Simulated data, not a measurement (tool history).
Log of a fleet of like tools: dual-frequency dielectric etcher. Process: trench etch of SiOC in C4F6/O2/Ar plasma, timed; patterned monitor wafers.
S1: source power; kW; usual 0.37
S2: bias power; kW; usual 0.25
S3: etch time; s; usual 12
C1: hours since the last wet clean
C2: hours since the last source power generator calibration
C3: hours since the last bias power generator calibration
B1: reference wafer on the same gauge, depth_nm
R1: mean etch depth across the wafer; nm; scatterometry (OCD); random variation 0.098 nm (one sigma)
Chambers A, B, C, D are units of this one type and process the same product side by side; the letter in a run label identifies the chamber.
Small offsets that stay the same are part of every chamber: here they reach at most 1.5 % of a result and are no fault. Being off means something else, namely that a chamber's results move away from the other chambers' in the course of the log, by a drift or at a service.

run	hour	S1	S2	S3	C1	C2	C3	B1	R1
# hour 9.5: chamber B: wet clean of the chamber
1C	12.9	0.37	0.25	12	447.9	1737.8	1719.7	24.41	26.839
2D	23	0.37	0.25	12	246.3	3245.8	356.7	24.393	27.132
3B	34.2	0.37	0.25	12	24.7	605.5	703.8	24.415	26.958
4A	43.7	0.37	0.25	12	450.9	397.3	741.5	24.408	27.148
5B	52.7	0.37	0.25	12	43.2	624	722.3	24.387	27.024
6C	59.6	0.37	0.25	12	494.6	1784.5	1766.4	24.382	26.837
7D	71.7	0.37	0.25	12	295	3294.5	405.4	24.406	27.131
8A	82.7	0.37	0.25	12	489.9	436.3	780.5	24.406	27.124
# hour 91: chamber C: wet clean of the chamber
9A	95.3	0.37	0.25	12	502.5	448.9	793.1	24.415	27.012
# hour 97.7: chamber A: wet clean of the chamber
10D	109.5	0.37	0.25	12	332.8	3332.3	443.2	24.397	27.184
11C	122.4	0.37	0.25	12	31.5	1847.3	1829.2	24.41	26.841
12B	129.3	0.37	0.25	12	119.8	700.6	798.9	24.404	27.089
13D	137.1	0.37	0.25	12	360.4	3359.9	470.8	24.417	27.295
# hour 145.6: chamber D: wet clean of the chamber
14B	149.8	0.37	0.25	12	140.3	721.1	819.4	24.413	26.843
15C	157.6	0.37	0.25	12	66.7	1882.5	1864.4	24.417	26.862
16A	164.3	0.37	0.25	13.5	66.7	517.9	862.1	24.405	30.774
17A	177.1	0.37	0.25	13.5	79.5	530.7	874.9	24.422	30.511
18C	191.1	0.37	0.25	13.5	100.2	1916	1897.9	24.389	30.374
19D	205.3	0.37	0.25	13.5	59.7	3428.1	539	24.399	29.271
20B	213.1	0.37	0.25	12	203.6	784.4	882.7	24.4	27.054
21C	227.5	0.37	0.25	12	136.6	1952.4	1934.3	24.38	27.057
22B	242.6	0.37	0.25	12	233.1	813.9	912.2	24.402	27.062
23A	253.1	0.37	0.25	12	155.5	606.7	950.9	24.403	27.13
24D	261.8	0.37	0.25	12	116.2	3484.6	595.5	24.402	25.919
25A	273.6	0.37	0.25	12	176	627.2	971.4	24.401	27.235
26C	287.1	0.37	0.25	12	196.2	2012	1993.9	24.394	27.071
27B	302	0.37	0.25	12	292.5	873.3	971.6	24.374	26.979
28D	310.4	0.37	0.25	12	164.8	3533.2	644.1	24.375	26.007
29C	325.5	0.37	0.25	12	234.6	2050.4	2032.3	24.422	26.918
30B	338.4	0.37	0.25	12	328.9	909.7	1008	24.391	27.053
31D	347.6	0.37	0.25	12	202	3570.4	681.3	24.385	26.09
32A	359.7	0.37	0.25	12	262.1	713.3	1057.5	24.393	27.174
33B	373.6	0.37	0.25	12	364.1	944.9	1043.2	24.416	27.018
34D	386.3	0.37	0.25	12	240.7	3609.1	720	24.404	26.082
35A	398.2	0.37	0.25	12	300.6	751.8	1096	24.4	27.279
36C	412.6	0.37	0.29	12	321.7	2137.5	2119.4	24.413	28.6
37D	421.3	0.37	0.29	12	275.7	3644.1	755	24.38	27.33
38C	428.5	0.37	0.29	12	337.6	2153.4	2135.3	24.416	28.269
39B	441.7	0.37	0.29	12	432.2	1013	1111.3	24.382	28.308
40A	451.6	0.37	0.25	12	354	805.2	1149.4	24.431	27.256
41C	459.7	0.37	0.25	12	368.8	2184.6	2166.5	24.411	26.954

What goes on in this fleet: one chamber off, a drifting gauge, or nothing beyond the chambers' own small offsets? Name the chamber and the cause, if any.

A service left chamber D off against the others.
Cause: etch rate under this chamber's usual, % = 4.02.

Below are 4 candidate recipes for chamber D's next run, each the usual settings with a change, their results shown as question marks. Which of them brings D's results back in line with what the other chambers give on the usual settings?
In line here means within this much of the mean the other chambers give on the usual settings: R1 0.34 nm
42D-1	470.7	0.39	0.262	12					?
42D-2	470.7	0.36	0.245	12					?
42D-3	470.7	0.37	0.26	12					?
42D-4	470.7	0.35	0.238	12					?

The other chambers' mean on the usual settings: R1 27.043 nm
run	R1
42D-1	27.076
42D-2	25.657
42D-3	26.462
42D-4	25.13
The answer is 42D-1, which returns the chamber to within the allowed miss of the others.

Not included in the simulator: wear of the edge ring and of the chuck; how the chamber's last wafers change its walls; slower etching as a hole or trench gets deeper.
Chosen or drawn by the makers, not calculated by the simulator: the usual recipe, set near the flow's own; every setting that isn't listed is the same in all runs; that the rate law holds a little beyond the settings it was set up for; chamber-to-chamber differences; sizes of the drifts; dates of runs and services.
